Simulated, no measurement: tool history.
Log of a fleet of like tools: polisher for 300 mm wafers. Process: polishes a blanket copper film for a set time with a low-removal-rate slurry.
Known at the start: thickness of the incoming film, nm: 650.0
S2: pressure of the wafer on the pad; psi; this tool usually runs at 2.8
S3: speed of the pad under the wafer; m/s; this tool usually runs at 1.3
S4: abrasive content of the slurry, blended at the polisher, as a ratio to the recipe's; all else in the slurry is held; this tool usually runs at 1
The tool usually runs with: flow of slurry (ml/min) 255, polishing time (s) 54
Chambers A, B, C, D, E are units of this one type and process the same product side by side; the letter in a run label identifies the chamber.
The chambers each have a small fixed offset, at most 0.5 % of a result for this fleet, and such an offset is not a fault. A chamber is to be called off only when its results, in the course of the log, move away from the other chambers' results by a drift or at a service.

{"day": 0.317, "done": "chamber B: worn pad replaced by a new one"}
{"run": "1B", "day": 0.358, "flow of slurry (ml/min)": 255, "S2": 2.8, "S3": 1.3, "S4": 1, "polishing time (s)": 54, "film removed (nm)": 227.86}
{"run": "2A", "day": 0.704, "flow of slurry (ml/min)": 255, "S2": 2.8, "S3": 1.3, "S4": 1, "polishing time (s)": 54, "film removed (nm)": 228.21}
{"day": 0.783, "done": "chamber E: worn pad replaced by a new one"}
{"run": "3D", "day": 1.146, "flow of slurry (ml/min)": 255, "S2": 2.8, "S3": 1.3, "S4": 1, "polishing time (s)": 54, "film removed (nm)": 229.37}
{"day": 1.242, "done": "chamber D: worn pad replaced by a new one"}
{"run": "4E", "day": 1.538, "flow of slurry (ml/min)": 255, "S2": 2.8, "S3": 1.3, "S4": 1, "polishing time (s)": 54, "film removed (nm)": 227.75}
{"run": "5C", "day": 1.954, "flow of slurry (ml/min)": 255, "S2": 2.8, "S3": 1.3, "S4": 1, "polishing time (s)": 54, "film removed (nm)": 228.88}
{"run": "6E", "day": 2.2, "flow of slurry (ml/min)": 255, "S2": 2.8, "S3": 1.3, "S4": 1, "polishing time (s)": 54, "film removed (nm)": 228.56}
{"run": "7C", "day": 2.417, "flow of slurry (ml/min)": 255, "S2": 2.8, "S3": 1.3, "S4": 1, "polishing time (s)": 54, "film removed (nm)": 226.12}
{"day": 2.604, "done": "chamber B: worn pad replaced by a new one"}
{"run": "8A", "day": 2.704, "flow of slurry (ml/min)": 255, "S2": 2.8, "S3": 1.3, "S4": 1, "polishing time (s)": 54, "film removed (nm)": 222.35}
{"run": "9D", "day": 2.929, "flow of slurry (ml/min)": 335, "S2": 2.8, "S3": 1.3, "S4": 1, "polishing time (s)": 48, "film removed (nm)": 210.99}
{"day": 3.212, "done": "chamber E: head pressure recalibrated"}
{"day": 3.283, "done": "chamber B: slurry nozzle cleaned"}
{"run": "10B", "day": 3.388, "flow of slurry (ml/min)": 335, "S2": 2.8, "S3": 1.3, "S4": 1, "polishing time (s)": 48, "film removed (nm)": 208.82}
{"day": 3.55, "done": "chamber E: worn pad replaced by a new one"}
{"run": "11B", "day": 3.662, "flow of slurry (ml/min)": 335, "S2": 2.8, "S3": 1.3, "S4": 1, "polishing time (s)": 48, "film removed (nm)": 208.91}
{"run": "12C", "day": 4.017, "flow of slurry (ml/min)": 335, "S2": 2.8, "S3": 1.3, "S4": 1, "polishing time (s)": 48, "film removed (nm)": 211.83}
{"day": 4.029, "done": "chamber D: worn pad replaced by a new one"}
{"day": 4.146, "done": "chamber C: slurry blender recalibrated"}
{"day": 4.15, "done": "chamber C: slurry nozzle cleaned"}
{"day": 4.246, "done": "chamber C: worn pad replaced by a new one"}
{"run": "13D", "day": 4.458, "flow of slurry (ml/min)": 335, "S2": 2.8, "S3": 1.3, "S4": 1, "polishing time (s)": 48, "film removed (nm)": 210.64}
{"run": "14E", "day": 4.858, "flow of slurry (ml/min)": 255, "S2": 2.8, "S3": 1.3, "S4": 1, "polishing time (s)": 54, "film removed (nm)": 227.04}
{"day": 5.112, "done": "chamber B: worn pad replaced by a new one"}
{"run": "15A", "day": 5.271, "flow of slurry (ml/min)": 255, "S2": 2.8, "S3": 1.46, "S4": 1, "polishing time (s)": 54, "film removed (nm)": 250.23}
{"run": "16C", "day": 5.496, "flow of slurry (ml/min)": 255, "S2": 2.8, "S3": 1.46, "S4": 1, "polishing time (s)": 54, "film removed (nm)": 258.09}
{"day": 5.65, "done": "chamber A: head pressure recalibrated"}
{"run": "17B", "day": 5.821, "flow of slurry (ml/min)": 255, "S2": 2.8, "S3": 1.46, "S4": 1, "polishing time (s)": 54, "film removed (nm)": 260.2}
{"day": 6.158, "done": "chamber E: worn pad replaced by a new one"}
{"run": "18E", "day": 6.25, "flow of slurry (ml/min)": 255, "S2": 2.8, "S3": 1.46, "S4": 1, "polishing time (s)": 54, "film removed (nm)": 258.4}
{"day": 6.521, "done": "chamber E: slurry nozzle cleaned"}
{"day": 6.604, "done": "chamber D: slurry blender recalibrated"}
{"run": "19D", "day": 6.604, "flow of slurry (ml/min)": 255, "S2": 2.8, "S3": 1.46, "S4": 1, "polishing time (s)": 54, "film removed (nm)": 255.59}
{"day": 6.892, "done": "chamber D: worn pad replaced by a new one"}
{"run": "20A", "day": 6.967, "flow of slurry (ml/min)": 255, "S2": 2.8, "S3": 1.3, "S4": 1, "polishing time (s)": 54, "film removed (nm)": 215.03}
{"day": 7.067, "done": "chamber C: head pressure recalibrated"}
{"run": "21C", "day": 7.171, "flow of slurry (ml/min)": 255, "S2": 2.8, "S3": 1.3, "S4": 1, "polishing time (s)": 54, "film removed (nm)": 228.49}
{"day": 7.271, "done": "chamber B: slurry blender recalibrated"}
{"day": 7.425, "done": "chamber B: worn pad replaced by a new one"}
{"run": "22A", "day": 7.629, "flow of slurry (ml/min)": 255, "S2": 2.8, "S3": 1.3, "S4": 1, "polishing time (s)": 54, "film removed (nm)": 217.38}
{"day": 7.633, "done": "chamber B: head pressure recalibrated"}
{"run": "23E", "day": 7.858, "flow of slurry (ml/min)": 255, "S2": 2.8, "S3": 1.3, "S4": 1, "polishing time (s)": 63, "film removed (nm)": 264.14}
{"day": 8.196, "done": "chamber C: worn pad replaced by a new one"}
{"run": "24D", "day": 8.279, "flow of slurry (ml/min)": 255, "S2": 2.8, "S3": 1.3, "S4": 1, "polishing time (s)": 63, "film removed (nm)": 262.88}
{"day": 8.467, "done": "chamber E: worn pad replaced by a new one"}
{"day": 8.671, "done": "chamber D: head pressure recalibrated"}
{"run": "25B", "day": 8.758, "flow of slurry (ml/min)": 255, "S2": 2.8, "S3": 1.3, "S4": 1, "polishing time (s)": 63, "film removed (nm)": 265.12}
{"run": "26C", "day": 9.196, "flow of slurry (ml/min)": 255, "S2": 2.8, "S3": 1.3, "S4": 1, "polishing time (s)": 63, "film removed (nm)": 267.02}
{"run": "27A", "day": 9.512, "flow of slurry (ml/min)": 255, "S2": 2.8, "S3": 1.3, "S4": 1, "polishing time (s)": 63, "film removed (nm)": 244.23}
{"run": "28E", "day": 9.912, "flow of slurry (ml/min)": 255, "S2": 2.8, "S3": 1.3, "S4": 1, "polishing time (s)": 54, "film removed (nm)": 229.98}
{"day": 9.946, "done": "chamber D: worn pad replaced by a new one"}
{"day": 10.225, "done": "chamber B: worn pad replaced by a new one"}
{"run": "29B", "day": 10.267, "flow of slurry (ml/min)": 255, "S2": 2.8, "S3": 1.3, "S4": 1, "polishing time (s)": 54, "film removed (nm)": 225.89}
{"run": "30D", "day": 10.525, "flow of slurry (ml/min)": 255, "S2": 2.8, "S3": 1.3, "S4": 1, "polishing time (s)": 54, "film removed (nm)": 232.89}
{"run": "31E", "day": 10.95, "flow of slurry (ml/min)": 255, "S2": 2.8, "S3": 1.3, "S4": 1, "polishing time (s)": 54, "film removed (nm)": 228.63}
{"run": "32B", "day": 11.35, "flow of slurry (ml/min)": 255, "S2": 2.8, "S3": 1.3, "S4": 1, "polishing time (s)": 54, "film removed (nm)": 225.43}
{"run": "33A", "day": 11.604, "flow of slurry (ml/min)": 255, "S2": 2.8, "S3": 1.3, "S4": 1, "polishing time (s)": 36, "film removed (nm)": 136.32}
{"run": "34D", "day": 12.071, "flow of slurry (ml/min)": 255, "S2": 2.8, "S3": 1.3, "S4": 1, "polishing time (s)": 36, "film removed (nm)": 150.72}
{"run": "35C", "day": 12.329, "flow of slurry (ml/min)": 255, "S2": 2.8, "S3": 1.3, "S4": 1, "polishing time (s)": 36, "film removed (nm)": 152.04}

The same settings go to every chamber for the next run, one line per chamber below. Forecast the results for each:
{"run": "36A", "day": 12.667, "flow of slurry (ml/min)": 255, "S2": 2.8, "S3": 1.3, "S4": 1, "polishing time (s)": 71, "film removed (nm)": "?"}
{"run": "36B", "day": 12.667, "flow of slurry (ml/min)": 255, "S2": 2.8, "S3": 1.3, "S4": 1, "polishing time (s)": 71, "film removed (nm)": "?"}
{"run": "36C", "day": 12.667, "flow of slurry (ml/min)": 255, "S2": 2.8, "S3": 1.3, "S4": 1, "polishing time (s)": 71, "film removed (nm)": "?"}
{"run": "36D", "day": 12.667, "flow of slurry (ml/min)": 255, "S2": 2.8, "S3": 1.3, "S4": 1, "polishing time (s)": 71, "film removed (nm)": "?"}
{"run": "36E", "day": 12.667, "flow of slurry (ml/min)": 255, "S2": 2.8, "S3": 1.3, "S4": 1, "polishing time (s)": 71, "film removed (nm)": "?"}

run=36A film_removed_(nm)=268.36
run=36B film_removed_(nm)=299.65
run=36C film_removed_(nm)=299.91
run=36D film_removed_(nm)=304.03
run=36E film_removed_(nm)=297.18
